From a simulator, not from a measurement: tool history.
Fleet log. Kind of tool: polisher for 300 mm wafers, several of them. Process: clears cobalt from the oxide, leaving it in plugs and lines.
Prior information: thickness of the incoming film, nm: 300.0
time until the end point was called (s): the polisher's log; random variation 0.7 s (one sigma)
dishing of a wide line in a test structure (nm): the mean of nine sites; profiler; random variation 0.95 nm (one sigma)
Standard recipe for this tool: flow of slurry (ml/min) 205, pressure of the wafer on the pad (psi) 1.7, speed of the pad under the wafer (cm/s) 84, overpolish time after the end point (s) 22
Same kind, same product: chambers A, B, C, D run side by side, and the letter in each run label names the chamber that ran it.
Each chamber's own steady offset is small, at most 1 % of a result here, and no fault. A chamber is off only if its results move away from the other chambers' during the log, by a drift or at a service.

run,hour,flow of slurry (ml/min),pressure of the wafer on the pad (psi),speed of the pad under the wafer (cm/s),overpolish time after the end point (s),wafers polished on this pad,hours since the slurry nozzle was cleaned,hours since the head pressure was calibrated,time until the end point was called (s),dishing of a wide line in a test structure (nm)
1B,3.4,205,1.7,84,22,474,135.6,402.2,71.556,42.311
2A,5.8,205,1.7,84,22,673,339.8,86.9,70.784,41.839
3D,9.7,205,1.7,84,22,805,118.5,1176.6,72.423,41.562
4C,11.6,205,1.7,84,22,146,162,372.1,71.439,41.277
5D,14,205,1.7,84,22,837,122.8,1180.9,71.84,41.009
6A,16.5,205,1.7,84,22,754,350.5,97.6,72.13,42.842
7C,19.1,205,1.7,84,22,202,169.5,379.6,70.036,41.571
8B,22.3,205,1.7,84,22,616,154.5,421.1,71.713,39.122
9A,24.7,205,1.7,84,22,816,358.7,105.8,70.88,41.1
10C,28.9,205,1.7,84,22,276,179.3,389.4,71.449,43.045
11D,31.1,205,1.7,84,22,966,139.9,1198,71.31,40.021
12B,33.4,205,1.7,84,22,700,165.6,432.2,71.559,43.235
13A,35.3,205,1.3,106,22,896,369.3,116.4,73.831,41.76
14B,37.6,205,1.3,106,22,731,169.8,436.4,74.88,40.606
15C,39.7,205,1.3,106,22,357,190.1,400.2,74.077,40.697
16D,44.1,205,1.3,106,22,1064,152.9,1211,73.815,42.898
17C,47.1,205,1.7,84,22,413,197.5,407.6,71.7,40.579
18D,51.4,205,1.7,84,12,1119,160.2,1218.3,71.383,31.946
# hour 52.3: chamber D: worn pad replaced by a new one
19B,55.6,205,1.7,84,12,867,187.8,454.4,71.439,32.365
20A,57.5,205,1.7,84,12,1063,391.5,138.6,71.15,31.094
21B,60.8,205,1.7,84,12,906,193,459.6,71.71,31.014
22C,63.6,205,1.7,84,22,538,214,424.1,74.07,41.19
23A,66,205,1.7,84,22,1127,400,147.1,71.951,41.636
24D,68.9,205,1.7,84,22,125,177.7,1235.8,72.046,41.51
25B,71.6,205,1.7,84,22,988,203.8,470.4,72.585,40.44
# hour 73.2: chamber A: worn pad replaced by a new one
26D,73.7,205,1.7,84,22,161,182.5,1240.6,71.198,41.006
27C,77.8,205,1.7,84,22,645,228.2,438.3,74.686,40.082
28A,80.3,205,1.7,84,22,54,414.3,161.4,71.493,42.609
29B,83.1,205,1.7,84,22,1074,215.3,481.9,71.226,41.58
30C,87.4,205,1.7,84,22,717,237.8,447.9,76.419,40.385
31D,89.4,205,1.7,84,22,280,198.2,1256.3,71.288,42.536
32A,93.7,205,1.7,84,22,155,427.7,174.8,71.985,40.468
33B,96.5,225,1.7,84,12,1175,228.7,495.3,71.449,31.299
34D,99.5,225,1.7,84,12,356,208.3,1266.4,71.864,32.159
35A,102.3,225,1.7,84,12,219,436.3,183.4,71.039,31.291
# hour 104.1: chamber B: slurry nozzle cleaned
36C,104.6,225,1.7,84,12,847,255,465.1,77.084,31.26
# hour 105: chamber B: worn pad replaced by a new one
37D,108.9,205,1.7,84,22,427,217.7,1275.8,72.889,41.877
38B,111.6,205,1.7,84,22,50,7.5,510.4,71.526,43.003

All 4 chambers run these settings next. Forecast each chamber's results:
39A,114.7,205,1.7,84,22,,,,?,?
39B,114.7,205,1.7,84,22,,,,?,?
39C,114.7,205,1.7,84,22,,,,?,?
39D,114.7,205,1.7,84,22,,,,?,?

run,time until the end point was called (s),dishing of a wide line in a test structure (nm)
39A,72.023,41.925
39B,71.409,42.258
39C,80.795,40.845
39D,71.983,42.191
